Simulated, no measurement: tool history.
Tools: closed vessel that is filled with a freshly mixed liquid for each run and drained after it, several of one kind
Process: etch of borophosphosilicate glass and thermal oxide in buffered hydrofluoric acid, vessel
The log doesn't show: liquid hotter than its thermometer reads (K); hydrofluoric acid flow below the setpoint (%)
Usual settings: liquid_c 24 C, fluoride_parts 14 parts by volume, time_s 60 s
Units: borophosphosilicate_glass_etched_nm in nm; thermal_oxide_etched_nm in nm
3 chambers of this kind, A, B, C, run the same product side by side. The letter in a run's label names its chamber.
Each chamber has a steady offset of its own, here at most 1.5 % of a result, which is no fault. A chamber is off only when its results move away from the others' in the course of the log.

run   hour  liquid_c  fluoride_parts  time_s  hours since the thermometer was replaced  hours since the hydrofluoric acid flow meter was replaced  read-back film thickness of the borophosphosilicate glass reference wafer, read on the same gauge (nm)  read-back film thickness of the thermal oxide reference wafer, read on the same gauge (nm)  borophosphosilicate_glass_etched_nm  thermal_oxide_etched_nm
 1A    8.9        24              14      60                                     625.4                                                     1647.4                                                                                                  49.963                                                                                         120                               92.839                   51.314
 2B   14.2        24              14      60                                    1034.7                                                        440                                                                                                  49.962                                                                                         120                                91.72                   51.538
 3C   20.1        24              14      60                                    1264.1                                                      545.4                                                                                                  49.957                                                                                      120.06                               93.636                   51.962
 4B   28.1        24              14      60                                    1048.6                                                      453.9                                                                                                  50.031                                                                                      120.03                               91.762                   50.907
 5A   38.5        24              14      60                                       655                                                       1677                                                                                                  50.009                                                                                         120                               92.843                   51.953
 6C   47.3        24              14      60                                    1291.3                                                      572.6                                                                                                  50.033                                                                                      119.95                               92.347                   50.233
 7A   54.8        24              14      60                                     671.3                                                     1693.3                                                                                                  49.988                                                                                      120.01                               92.297                   52.106
 8B   60.3        24              14      60                                    1080.8                                                      486.1                                                                                                  49.982                                                                                      119.98                               92.622                   51.788
 9C   64.9        24              14      60                                    1308.9                                                      590.2                                                                                                  50.005                                                                                         120                                92.75                   52.395
10C   73.5        24              14      60                                    1317.5                                                      598.8                                                                                                   50.03                                                                                      119.97                               92.995                   51.723
11B     83        24              14      60                                    1103.5                                                      508.8                                                                                                  49.972                                                                                      119.99                               92.274                   50.503
12A   90.5        24              14      60                                       707                                                       1729                                                                                                  50.003                                                                                      120.01                               93.079                   52.243
13B   99.9        24              14      60                                    1120.4                                                      525.7                                                                                                  49.998                                                                                         120                               92.347                   51.016
14C  108.7        24              14      60                                    1352.7                                                        634                                                                                                  49.963                                                                                      119.99                               92.687                   51.514
15A  114.3        24              14      60                                     730.8                                                     1752.8                                                                                                  50.006                                                                                      119.99                               93.263                   52.056
16C  123.4        24              14      60                                    1367.4                                                      648.7                                                                                                   50.04                                                                                      120.04                               93.036                   51.758
17A  132.9        24              11      60                                     749.4                                                     1771.4                                                                                                  49.993                                                                                      119.99                               117.69                   66.323
18B  143.5        24              11      60                                      1164                                                      569.3                                                                                                  50.014                                                                                      119.99                               117.45                   65.602
19C  152.9        24              11      60                                    1396.9                                                      678.2                                                                                                  50.017                                                                                      120.04                               118.39                    65.25
20A  158.7        24              14      60                                     775.2                                                     1797.2                                                                                                  50.002                                                                                      120.01                                93.35                   51.605
21B    167      28.5              14      40                                    1187.5                                                      592.8                                                                                                  49.993                                                                                      120.01                               78.061                   43.121
22A  172.7      28.5              14      40                                     789.2                                                     1811.2                                                                                                  50.001                                                                                         120                               78.775                   44.386
23B  180.2      28.5              14      40                                    1200.7                                                        606                                                                                                  49.979                                                                                      120.02                               78.339                   42.625
     187.8  -- chamber B: thermometer replaced
24C  188.2        24              14      60                                    1432.2                                                      713.5                                                                                                  49.993                                                                                      120.02                               93.044                   50.998
25C  193.9        24              14      60                                    1437.9                                                      719.2                                                                                                  49.997                                                                                      119.97                               92.613                    51.52
26B  199.7        24              14      60                                      11.9                                                      625.5                                                                                                  49.985                                                                                      120.04                               91.985                   49.825
27A  206.3        24            12.5      60                                     822.8                                                     1844.8                                                                                                  50.033                                                                                         120                               104.37                   57.354
28B  211.6        24            12.5      60                                      23.8                                                      637.4                                                                                                  50.023                                                                                      120.03                               103.19                   56.525
29C  216.6        24            12.5      60                                    1460.6                                                      741.9                                                                                                  50.034                                                                                      120.01                                103.7                   57.382
30A  224.5      28.5             9.5      60                                       841                                                       1863                                                                                                      50                                                                                      119.99                               170.76                   95.572
31A  232.9      28.5             9.5      60                                     849.4                                                     1871.4                                                                                                  49.996                                                                                         120                               170.34                   93.699
32B  243.2      28.5             9.5      60                                      55.4                                                        669                                                                                                  50.008                                                                                      119.99                               168.75                     94.4
33C  253.3        24              14      60                                    1497.3                                                      778.6                                                                                                   50.03                                                                                      120.01                                93.04                   51.661
34C  258.7        24              14      60                                    1502.7                                                        784                                                                                                  50.016                                                                                      120.01                               92.603                    50.87
35B  265.8        24              14      60                                        78                                                      691.6                                                                                                  50.014                                                                                      119.97                               92.155                   51.637
36A  270.8        24              14      60                                     887.3                                                     1909.3                                                                                                  49.993                                                                                      119.99                               92.462                   51.291
37A  279.1        24              14      60                                     895.6                                                     1917.6                                                                                                  50.015                                                                                      119.99                               92.716                   52.199

Is one chamber off against the others, does the gauge drift, or is nothing wrong? If a chamber is off, say which, and what the likeliest cause is.

No chamber stands off beyond its own small offset, and the gauge holds steady.
